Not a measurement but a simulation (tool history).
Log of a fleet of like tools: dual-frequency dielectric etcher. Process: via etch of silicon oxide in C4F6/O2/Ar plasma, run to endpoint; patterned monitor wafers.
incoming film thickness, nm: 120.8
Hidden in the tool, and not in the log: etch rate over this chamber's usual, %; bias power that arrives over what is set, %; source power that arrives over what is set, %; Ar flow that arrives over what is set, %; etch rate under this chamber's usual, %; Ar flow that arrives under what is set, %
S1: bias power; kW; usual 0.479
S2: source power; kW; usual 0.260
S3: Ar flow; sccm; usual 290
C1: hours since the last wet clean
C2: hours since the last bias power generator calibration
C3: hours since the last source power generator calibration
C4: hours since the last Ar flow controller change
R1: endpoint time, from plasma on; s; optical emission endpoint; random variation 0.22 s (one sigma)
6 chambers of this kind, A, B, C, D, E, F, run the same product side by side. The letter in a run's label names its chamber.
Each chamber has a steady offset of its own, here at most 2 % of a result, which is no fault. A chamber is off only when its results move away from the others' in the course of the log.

run 1E hour=5.1 | S1=0.479 S2=0.260 S3=290 | C1=292.8 C2=2228.1 C3=2152.9 C4=261.3 | R1=31.527
run 2D hour=12.1 | S1=0.479 S2=0.260 S3=290 | C1=149.7 C2=4540.0 C3=1154.5 C4=2647.4 | R1=31.723
run 3C hour=17.7 | S1=0.479 S2=0.260 S3=290 | C1=458.1 C2=3564.2 C3=620.9 C4=1655.6 | R1=31.310
run 4B hour=23.2 | S1=0.479 S2=0.260 S3=290 | C1=441.4 C2=554.3 C3=1482.6 C4=477.8 | R1=30.853
run 5F hour=28.1 | S1=0.479 S2=0.260 S3=290 | C1=396.2 C2=1856.9 C3=2016.2 C4=1153.7 | R1=31.150
-- hour=33.3 chamber A: bias power generator calibrated
run 6A hour=35.1 | S1=0.479 S2=0.260 S3=290 | C1=267.2 C2=1.9 C3=1875.6 C4=2148.0 | R1=31.857
run 7C hour=40.3 | S1=0.479 S2=0.260 S3=290 | C1=480.7 C2=3586.8 C3=643.5 C4=1678.2 | R1=31.605
run 8B hour=46.7 | S1=0.415 S2=0.290 S3=290 | C1=464.9 C2=577.8 C3=1506.1 C4=501.3 | R1=31.298
run 9D hour=51.5 | S1=0.415 S2=0.290 S3=290 | C1=189.1 C2=4579.4 C3=1193.9 C4=2686.8 | R1=32.008
-- hour=59.4 chamber E: bias power generator calibrated
run 10E hour=61.3 | S1=0.415 S2=0.290 S3=290 | C1=349.0 C2=1.9 C3=2209.1 C4=317.5 | R1=31.723
-- hour=62.4 chamber C: wet clean of the chamber
-- hour=64.4 chamber B: wet clean of the chamber
run 11F hour=70.5 | S1=0.415 S2=0.290 S3=290 | C1=438.6 C2=1899.3 C3=2058.6 C4=1196.1 | R1=31.946
-- hour=76.7 chamber F: bias power generator calibrated
run 12A hour=77.5 | S1=0.415 S2=0.290 S3=290 | C1=309.6 C2=44.3 C3=1918.0 C4=2190.4 | R1=32.300
run 13B hour=83.5 | S1=0.415 S2=0.290 S3=290 | C1=19.1 C2=614.6 C3=1542.9 C4=538.1 | R1=31.489
run 14A hour=89.5 | S1=0.546 S2=0.260 S3=290 | C1=321.6 C2=56.3 C3=1930.0 C4=2202.4 | R1=30.213
run 15E hour=99.9 | S1=0.546 S2=0.260 S3=290 | C1=387.6 C2=40.5 C3=2247.7 C4=356.1 | R1=29.619
run 16D hour=109.1 | S1=0.546 S2=0.260 S3=290 | C1=246.7 C2=4637.0 C3=1251.5 C4=2744.4 | R1=30.181
run 17C hour=116.0 | S1=0.546 S2=0.260 S3=290 | C1=53.6 C2=3662.5 C3=719.2 C4=1753.9 | R1=29.914
run 18F hour=124.6 | S1=0.546 S2=0.260 S3=290 | C1=492.7 C2=47.9 C3=2112.7 C4=1250.2 | R1=29.690
run 19E hour=129.5 | S1=0.546 S2=0.260 S3=290 | C1=417.2 C2=70.1 C3=2277.3 C4=385.7 | R1=29.909
run 20D hour=139.1 | S1=0.479 S2=0.260 S3=290 | C1=276.7 C2=4667.0 C3=1281.5 C4=2774.4 | R1=31.587
run 21F hour=146.6 | S1=0.479 S2=0.260 S3=290 | C1=514.7 C2=69.9 C3=2134.7 C4=1272.2 | R1=31.277
run 22B hour=153.2 | S1=0.479 S2=0.260 S3=290 | C1=88.8 C2=684.3 C3=1612.6 C4=607.8 | R1=30.730
run 23C hour=160.8 | S1=0.479 S2=0.260 S3=290 | C1=98.4 C2=3707.3 C3=764.0 C4=1798.7 | R1=31.099
-- hour=163.5 chamber F: wet clean of the chamber
run 24A hour=167.1 | S1=0.479 S2=0.260 S3=290 | C1=399.2 C2=133.9 C3=2007.6 C4=2280.0 | R1=31.607
run 25F hour=178.0 | S1=0.479 S2=0.260 S3=290 | C1=14.5 C2=101.3 C3=2166.1 C4=1303.6 | R1=31.233
run 26B hour=188.2 | S1=0.479 S2=0.260 S3=290 | C1=123.8 C2=719.3 C3=1647.6 C4=642.8 | R1=30.924
run 27E hour=197.7 | S1=0.479 S2=0.210 S3=248 | C1=485.4 C2=138.3 C3=2345.5 C4=453.9 | R1=33.649
run 28C hour=204.1 | S1=0.479 S2=0.210 S3=248 | C1=141.7 C2=3750.6 C3=807.3 C4=1842.0 | R1=33.200
run 29D hour=210.9 | S1=0.479 S2=0.210 S3=248 | C1=348.5 C2=4738.8 C3=1353.3 C4=2846.2 | R1=33.296
run 30A hour=218.4 | S1=0.479 S2=0.210 S3=248 | C1=450.5 C2=185.2 C3=2058.9 C4=2331.3 | R1=33.507
-- hour=219.5 chamber A: wet clean of the chamber
run 31D hour=227.7 | S1=0.479 S2=0.210 S3=248 | C1=365.3 C2=4755.6 C3=1370.1 C4=2863.0 | R1=33.751
run 32A hour=236.5 | S1=0.479 S2=0.210 S3=248 | C1=17.1 C2=203.3 C3=2077.0 C4=2349.4 | R1=33.627
run 33B hour=241.9 | S1=0.479 S2=0.260 S3=290 | C1=177.5 C2=773.0 C3=1701.3 C4=696.5 | R1=30.935
run 34E hour=250.2 | S1=0.479 S2=0.280 S3=260 | C1=537.9 C2=190.8 C3=2398.0 C4=506.4 | R1=30.295
run 35C hour=258.6 | S1=0.479 S2=0.280 S3=260 | C1=196.2 C2=3805.1 C3=861.8 C4=1896.5 | R1=30.184
run 36F hour=263.6 | S1=0.479 S2=0.280 S3=260 | C1=100.1 C2=186.9 C3=2251.7 C4=1389.2 | R1=30.305
run 37F hour=270.2 | S1=0.479 S2=0.280 S3=260 | C1=106.7 C2=193.5 C3=2258.3 C4=1395.8 | R1=30.168
-- hour=272.0 chamber D: wet clean of the chamber
run 38E hour=278.6 | S1=0.479 S2=0.280 S3=260 | C1=566.3 C2=219.2 C3=2426.4 C4=534.8 | R1=30.039
run 39A hour=283.7 | S1=0.479 S2=0.280 S3=260 | C1=64.3 C2=250.5 C3=2124.2 C4=2396.6 | R1=30.379
run 40B hour=289.8 | S1=0.479 S2=0.260 S3=290 | C1=225.4 C2=820.9 C3=1749.2 C4=744.4 | R1=30.516
run 41C hour=296.1 | S1=0.479 S2=0.260 S3=290 | C1=233.7 C2=3842.6 C3=899.3 C4=1934.0 | R1=31.600
run 42D hour=300.9 | S1=0.425 S2=0.260 S3=224 | C1=28.9 C2=4828.8 C3=1443.3 C4=2936.2 | R1=32.227
run 43D hour=310.9 | S1=0.425 S2=0.260 S3=224 | C1=38.9 C2=4838.8 C3=1453.3 C4=2946.2 | R1=32.471

All 6 chambers run these settings next. Forecast each chamber's results:
run 44A hour=318.9 | S1=0.479 S2=0.260 S3=290 | R1=?
run 44B hour=318.9 | S1=0.479 S2=0.260 S3=290 | R1=?
run 44C hour=318.9 | S1=0.479 S2=0.260 S3=290 | R1=?
run 44D hour=318.9 | S1=0.479 S2=0.260 S3=290 | R1=?
run 44E hour=318.9 | S1=0.479 S2=0.260 S3=290 | R1=?
run 44F hour=318.9 | S1=0.479 S2=0.260 S3=290 | R1=?

run=44A R1=31.428
run=44B R1=31.274
run=44C R1=31.491
run=44D R1=31.523
run=44E R1=31.621
run=44F R1=31.430
